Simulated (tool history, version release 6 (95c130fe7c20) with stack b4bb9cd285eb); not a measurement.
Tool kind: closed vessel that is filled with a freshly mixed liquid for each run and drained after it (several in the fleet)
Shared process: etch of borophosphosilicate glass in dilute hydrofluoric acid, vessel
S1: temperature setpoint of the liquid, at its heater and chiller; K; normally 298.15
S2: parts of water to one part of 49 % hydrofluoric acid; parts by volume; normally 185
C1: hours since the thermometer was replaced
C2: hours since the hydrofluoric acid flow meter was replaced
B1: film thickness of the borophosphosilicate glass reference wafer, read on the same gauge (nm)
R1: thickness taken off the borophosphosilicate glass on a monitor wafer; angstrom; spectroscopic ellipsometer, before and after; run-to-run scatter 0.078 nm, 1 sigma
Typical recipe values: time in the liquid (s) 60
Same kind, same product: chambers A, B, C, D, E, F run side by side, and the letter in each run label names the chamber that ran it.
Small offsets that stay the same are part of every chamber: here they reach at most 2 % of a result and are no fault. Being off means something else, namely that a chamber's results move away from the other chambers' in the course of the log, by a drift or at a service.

run 1C hour=6 | S1=298.15 S2=185 time_in_the_liquid_(s)=60 | C1=710.5 C2=935.9 | B1=130 | R1=167.21
-- hour=7 chamber F: hydrofluoric acid flow meter replaced
run 2B hour=15.1 | S1=298.15 S2=185 time_in_the_liquid_(s)=60 | C1=1112.1 C2=210.9 | B1=129.99 | R1=168.55
run 3F hour=21.8 | S1=298.15 S2=185 time_in_the_liquid_(s)=60 | C1=1428.6 C2=14.8 | B1=130.01 | R1=170.96
run 4D hour=26.9 | S1=298.15 S2=185 time_in_the_liquid_(s)=60 | C1=1158.9 C2=187.6 | B1=130 | R1=167.95
run 5E hour=35.6 | S1=298.15 S2=185 time_in_the_liquid_(s)=60 | C1=1401 C2=821.1 | B1=129.99 | R1=168.11
run 6A hour=45.1 | S1=298.15 S2=185 time_in_the_liquid_(s)=60 | C1=1875.6 C2=171.8 | B1=130 | R1=166.39
run 7F hour=54 | S1=293.65 S2=185 time_in_the_liquid_(s)=75 | C1=1460.8 C2=47 | B1=130 | R1=180.05
run 8C hour=61.7 | S1=293.65 S2=185 time_in_the_liquid_(s)=75 | C1=766.2 C2=991.6 | B1=130.03 | R1=176.23
run 9E hour=70.8 | S1=293.65 S2=185 time_in_the_liquid_(s)=75 | C1=1436.2 C2=856.3 | B1=129.98 | R1=178.55
run 10D hour=78.9 | S1=293.65 S2=185 time_in_the_liquid_(s)=75 | C1=1210.9 C2=239.6 | B1=130.02 | R1=176.98
run 11A hour=86.2 | S1=293.65 S2=185 time_in_the_liquid_(s)=75 | C1=1916.7 C2=212.9 | B1=130 | R1=177.74
run 12B hour=95.4 | S1=293.65 S2=185 time_in_the_liquid_(s)=75 | C1=1192.4 C2=291.2 | B1=130.01 | R1=176.69
run 13C hour=103.5 | S1=298.15 S2=185 time_in_the_liquid_(s)=60 | C1=808 C2=1033.4 | B1=130 | R1=167.13
run 14B hour=112.3 | S1=298.15 S2=185 time_in_the_liquid_(s)=60 | C1=1209.3 C2=308.1 | B1=130.01 | R1=167.4
run 15F hour=116.6 | S1=298.15 S2=185 time_in_the_liquid_(s)=60 | C1=1523.4 C2=109.6 | B1=130 | R1=169.59
run 16E hour=120.8 | S1=298.15 S2=185 time_in_the_liquid_(s)=60 | C1=1486.2 C2=906.3 | B1=130.03 | R1=167.82
run 17D hour=129.2 | S1=298.15 S2=185 time_in_the_liquid_(s)=60 | C1=1261.2 C2=289.9 | B1=129.99 | R1=167.55
run 18A hour=138.5 | S1=298.15 S2=185 time_in_the_liquid_(s)=60 | C1=1969 C2=265.2 | B1=130.01 | R1=167.9
run 19C hour=144.8 | S1=298.15 S2=185 time_in_the_liquid_(s)=60 | C1=849.3 C2=1074.7 | B1=130.02 | R1=167.75
run 20B hour=149.3 | S1=298.15 S2=185 time_in_the_liquid_(s)=50 | C1=1246.3 C2=345.1 | B1=130.01 | R1=140.42
-- hour=158.8 chamber D: thermometer replaced
run 21E hour=158.8 | S1=298.15 S2=185 time_in_the_liquid_(s)=50 | C1=1524.2 C2=944.3 | B1=130.01 | R1=138.79
run 22F hour=163.3 | S1=298.15 S2=185 time_in_the_liquid_(s)=50 | C1=1570.1 C2=156.3 | B1=129.97 | R1=137.63
run 23D hour=171.8 | S1=298.15 S2=185 time_in_the_liquid_(s)=50 | C1=13.1 C2=332.5 | B1=130 | R1=139.68
run 24A hour=180.2 | S1=298.15 S2=185 time_in_the_liquid_(s)=50 | C1=2010.7 C2=306.9 | B1=130.01 | R1=138.23
run 25B hour=187.8 | S1=298.15 S2=185 time_in_the_liquid_(s)=50 | C1=1284.8 C2=383.6 | B1=130.01 | R1=139.86
run 26A hour=194.8 | S1=298.15 S2=185 time_in_the_liquid_(s)=60 | C1=2025.3 C2=321.5 | B1=130 | R1=168.44
run 27E hour=199.5 | S1=298.15 S2=185 time_in_the_liquid_(s)=60 | C1=1564.9 C2=985 | B1=129.98 | R1=167.78
run 28D hour=204.6 | S1=295.15 S2=115 time_in_the_liquid_(s)=60 | C1=45.9 C2=365.3 | B1=130.01 | R1=260.36
run 29C hour=213.3 | S1=295.15 S2=115 time_in_the_liquid_(s)=60 | C1=917.8 C2=1143.2 | B1=130 | R1=260.67
run 30F hour=221.5 | S1=295.15 S2=115 time_in_the_liquid_(s)=60 | C1=1628.3 C2=214.5 | B1=129.99 | R1=254.41
run 31A hour=227.8 | S1=295.15 S2=115 time_in_the_liquid_(s)=60 | C1=2058.3 C2=354.5 | B1=129.98 | R1=257
run 32F hour=235.5 | S1=295.15 S2=115 time_in_the_liquid_(s)=60 | C1=1642.3 C2=228.5 | B1=129.99 | R1=254.99
run 33E hour=244.2 | S1=295.15 S2=115 time_in_the_liquid_(s)=60 | C1=1609.6 C2=1029.7 | B1=130 | R1=261.78
run 34B hour=250.3 | S1=298.15 S2=185 time_in_the_liquid_(s)=60 | C1=1347.3 C2=446.1 | B1=129.99 | R1=168.05
run 35D hour=256.9 | S1=298.15 S2=185 time_in_the_liquid_(s)=60 | C1=98.2 C2=417.6 | B1=130 | R1=168.15
run 36C hour=261 | S1=298.15 S2=185 time_in_the_liquid_(s)=60 | C1=965.5 C2=1190.9 | B1=130.01 | R1=168.32
run 37D hour=268.9 | S1=298.15 S2=185 time_in_the_liquid_(s)=60 | C1=110.2 C2=429.6 | B1=129.99 | R1=168.62
run 38A hour=273.5 | S1=298.15 S2=185 time_in_the_liquid_(s)=60 | C1=2104 C2=400.2 | B1=130 | R1=167.56
run 39E hour=280.5 | S1=298.15 S2=185 time_in_the_liquid_(s)=60 | C1=1645.9 C2=1066 | B1=129.98 | R1=165.85
run 40B hour=286.1 | S1=298.15 S2=185 time_in_the_liquid_(s)=60 | C1=1383.1 C2=481.9 | B1=130.02 | R1=169.46
run 41C hour=292.9 | S1=298.15 S2=185 time_in_the_liquid_(s)=60 | C1=997.4 C2=1222.8 | B1=129.98 | R1=167.06

Each of the 6 chambers runs these same settings next. Fill in every chamber's results:
run 42A hour=299.7 | S1=298.15 S2=185 time_in_the_liquid_(s)=60 | R1=?
run 42B hour=299.7 | S1=298.15 S2=185 time_in_the_liquid_(s)=60 | R1=?
run 42C hour=299.7 | S1=298.15 S2=185 time_in_the_liquid_(s)=60 | R1=?
run 42D hour=299.7 | S1=298.15 S2=185 time_in_the_liquid_(s)=60 | R1=?
run 42E hour=299.7 | S1=298.15 S2=185 time_in_the_liquid_(s)=60 | R1=?
run 42F hour=299.7 | S1=298.15 S2=185 time_in_the_liquid_(s)=60 | R1=?

run=42A R1=166.46
run=42B R1=167.42
run=42C R1=168.2
run=42D R1=167.92
run=42E R1=167.32
run=42F R1=162.05
